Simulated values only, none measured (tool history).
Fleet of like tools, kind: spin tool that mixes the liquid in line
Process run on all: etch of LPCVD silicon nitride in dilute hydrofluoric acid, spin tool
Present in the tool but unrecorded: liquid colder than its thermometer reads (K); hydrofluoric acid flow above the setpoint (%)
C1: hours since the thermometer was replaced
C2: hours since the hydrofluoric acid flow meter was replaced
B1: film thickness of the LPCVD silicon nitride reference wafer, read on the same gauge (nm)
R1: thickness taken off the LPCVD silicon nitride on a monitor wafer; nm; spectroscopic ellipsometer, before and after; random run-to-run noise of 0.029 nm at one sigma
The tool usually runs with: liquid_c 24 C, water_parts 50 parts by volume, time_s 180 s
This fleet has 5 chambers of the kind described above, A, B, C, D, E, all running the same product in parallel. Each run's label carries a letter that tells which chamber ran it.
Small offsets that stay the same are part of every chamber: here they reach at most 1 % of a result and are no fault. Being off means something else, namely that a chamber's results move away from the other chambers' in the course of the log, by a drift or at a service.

run 1B day=0.304 | liquid_c=24 water_parts=50 time_s=180 | C1=40.4 C2=1009.6 | B1=30.007 | R1=1.9821
run 2A day=0.479 | liquid_c=24 water_parts=50 time_s=180 | C1=1725.2 C2=705 | B1=30.002 | R1=1.9717
run 3D day=0.754 | liquid_c=24 water_parts=50 time_s=180 | C1=1072.1 C2=1441.4 | B1=30.017 | R1=2.0096
run 4C day=1.038 | liquid_c=24 water_parts=50 time_s=180 | C1=1500.7 C2=693.5 | B1=29.992 | R1=1.9437
run 5E day=1.208 | liquid_c=24 water_parts=50 time_s=180 | C1=1662.7 C2=318.1 | B1=30.015 | R1=1.931
run 6A day=1.358 | liquid_c=24 water_parts=50 time_s=180 | C1=1746.3 C2=726.1 | B1=30.008 | R1=1.9348
run 7C day=1.646 | liquid_c=28.5 water_parts=50 time_s=255 | C1=1515.3 C2=708.1 | B1=29.988 | R1=3.805
run 8B day=1.896 | liquid_c=28.5 water_parts=50 time_s=255 | C1=78.6 C2=1047.8 | B1=30.005 | R1=3.8057
run 9E day=2.125 | liquid_c=28.5 water_parts=50 time_s=255 | C1=1684.7 C2=340.1 | B1=30.014 | R1=3.7796
run 10D day=2.417 | liquid_c=28.5 water_parts=50 time_s=255 | C1=1112 C2=1481.3 | B1=29.98 | R1=3.8412
run 11D day=2.679 | liquid_c=28.5 water_parts=50 time_s=255 | C1=1118.3 C2=1487.6 | B1=30.003 | R1=3.7063
run 12E day=2.888 | liquid_c=24 water_parts=50 time_s=180 | C1=1703 C2=358.4 | B1=30.007 | R1=1.9955
run 13C day=3.142 | liquid_c=24 water_parts=50 time_s=180 | C1=1551.2 C2=744 | B1=29.982 | R1=2.0483
run 14B day=3.292 | liquid_c=24 water_parts=50 time_s=180 | C1=112.1 C2=1081.3 | B1=29.988 | R1=1.9405
run 15A day=3.562 | liquid_c=24 water_parts=50 time_s=180 | C1=1799.2 C2=779 | B1=29.994 | R1=1.9157
run 16D day=3.808 | liquid_c=24 water_parts=50 time_s=180 | C1=1145.4 C2=1514.7 | B1=30.02 | R1=1.962
run 17E day=4.004 | liquid_c=24 water_parts=50 time_s=180 | C1=1729.8 C2=385.2 | B1=29.998 | R1=1.9642
run 18A day=4.308 | liquid_c=24 water_parts=50 time_s=180 | C1=1817.1 C2=796.9 | B1=30.014 | R1=1.9356
run 19C day=4.621 | liquid_c=24 water_parts=50 time_s=180 | C1=1586.7 C2=779.5 | B1=29.978 | R1=2.0408
run 20B day=4.796 | liquid_c=24 water_parts=50 time_s=180 | C1=148.2 C2=1117.4 | B1=30.025 | R1=1.9592
run 21D day=5.017 | liquid_c=24 water_parts=50 time_s=180 | C1=1174.4 C2=1543.7 | B1=30.002 | R1=1.9681
run 22E day=5.333 | liquid_c=24 water_parts=50 time_s=180 | C1=1761.7 C2=417.1 | B1=30.034 | R1=1.9378
run 23C day=5.517 | liquid_c=24 water_parts=50 time_s=180 | C1=1608.2 C2=801 | B1=29.993 | R1=2.1166
run 24A day=5.692 | liquid_c=24 water_parts=50 time_s=180 | C1=1850.3 C2=830.1 | B1=30.011 | R1=1.9979
run 25B day=6.004 | liquid_c=24 water_parts=50 time_s=180 | C1=177.2 C2=1146.4 | B1=29.999 | R1=2.0187
-- day=6.025 chamber D: thermometer replaced
run 26B day=6.292 | liquid_c=24 water_parts=50 time_s=180 | C1=184.1 C2=1153.3 | B1=29.985 | R1=1.9588
run 27E day=6.492 | liquid_c=24 water_parts=50 time_s=180 | C1=1789.5 C2=444.9 | B1=29.997 | R1=1.9653
-- day=6.638 chamber A: hydrofluoric acid flow meter replaced
run 28D day=6.688 | liquid_c=24 water_parts=50 time_s=180 | C1=15.9 C2=1583.8 | B1=29.996 | R1=1.9341
run 29A day=6.871 | liquid_c=24 water_parts=50 time_s=180 | C1=1878.6 C2=5.7 | B1=29.993 | R1=2.0259
run 30C day=7.017 | liquid_c=22.5 water_parts=50 time_s=180 | C1=1644.2 C2=837 | B1=30.008 | R1=1.9397
run 31A day=7.158 | liquid_c=22.5 water_parts=50 time_s=180 | C1=1885.5 C2=12.6 | B1=30.004 | R1=1.7479
run 32B day=7.375 | liquid_c=22.5 water_parts=50 time_s=180 | C1=210.1 C2=1179.3 | B1=29.998 | R1=1.7977
run 33D day=7.546 | liquid_c=22.5 water_parts=50 time_s=180 | C1=36.5 C2=1604.4 | B1=30.009 | R1=1.7896
run 34E day=7.758 | liquid_c=22.5 water_parts=50 time_s=180 | C1=1819.9 C2=475.3 | B1=30.021 | R1=1.7762
run 35C day=8.071 | liquid_c=24 water_parts=50 time_s=180 | C1=1669.5 C2=862.3 | B1=30.015 | R1=2.1587
run 36A day=8.267 | liquid_c=24 water_parts=50 time_s=180 | C1=1912.1 C2=39.2 | B1=30.009 | R1=1.918
run 37D day=8.475 | liquid_c=24 water_parts=50 time_s=180 | C1=58.8 C2=1626.7 | B1=30.022 | R1=1.9906
run 38C day=8.729 | liquid_c=24 water_parts=50 time_s=180 | C1=1685.3 C2=878.1 | B1=29.998 | R1=2.2215
run 39E day=8.938 | liquid_c=24 water_parts=50 time_s=180 | C1=1848.2 C2=503.6 | B1=30.007 | R1=1.969
run 40B day=9.162 | liquid_c=24 water_parts=50 time_s=180 | C1=253 C2=1222.2 | B1=29.994 | R1=1.9206
run 41A day=9.354 | liquid_c=24 water_parts=60 time_s=180 | C1=1938.2 C2=65.3 | B1=30.001 | R1=1.6355
run 42E day=9.621 | liquid_c=24 water_parts=60 time_s=180 | C1=1864.6 C2=520 | B1=30.01 | R1=1.6163

Which is it: a chamber that has drifted or been left off by a service, a gauge drift common to all chambers, or only each chamber's usual small offset? If a chamber is off, name it and its likeliest cause.

Little by little, chamber C moves away from the other chambers.
Likeliest cause: hydrofluoric acid flow above the setpoint (%) = 11.6.
From this log alone, it may not be told apart from: liquid hotter than its thermometer reads (K).

Chamber C could run next with any of the 4 candidate recipes listed below; each alters the usual settings, and their results appear as question marks. Which one brings its results back in line with what the other chambers deliver on the usual settings?
Maximum distance from the other chambers' mean on the usual settings for a result to count as in line: R1 0.1 nm
run 43C-1 day=9.85 | liquid_c=24 water_parts=45 time_s=180 | R1=?
run 43C-2 day=9.85 | liquid_c=24 water_parts=55 time_s=180 | R1=?
run 43C-3 day=9.85 | liquid_c=23.5 water_parts=55 time_s=160 | R1=?
run 43C-4 day=9.85 | liquid_c=24 water_parts=50 time_s=225 | R1=?

The mean the other chambers reach with the usual settings: R1 1.9619 nm
run=43C-1 R1=2.4061
run=43C-2 R1=1.9756
run=43C-3 R1=1.6977
run=43C-4 R1=2.7124
43C-2 brings the chamber back in line.

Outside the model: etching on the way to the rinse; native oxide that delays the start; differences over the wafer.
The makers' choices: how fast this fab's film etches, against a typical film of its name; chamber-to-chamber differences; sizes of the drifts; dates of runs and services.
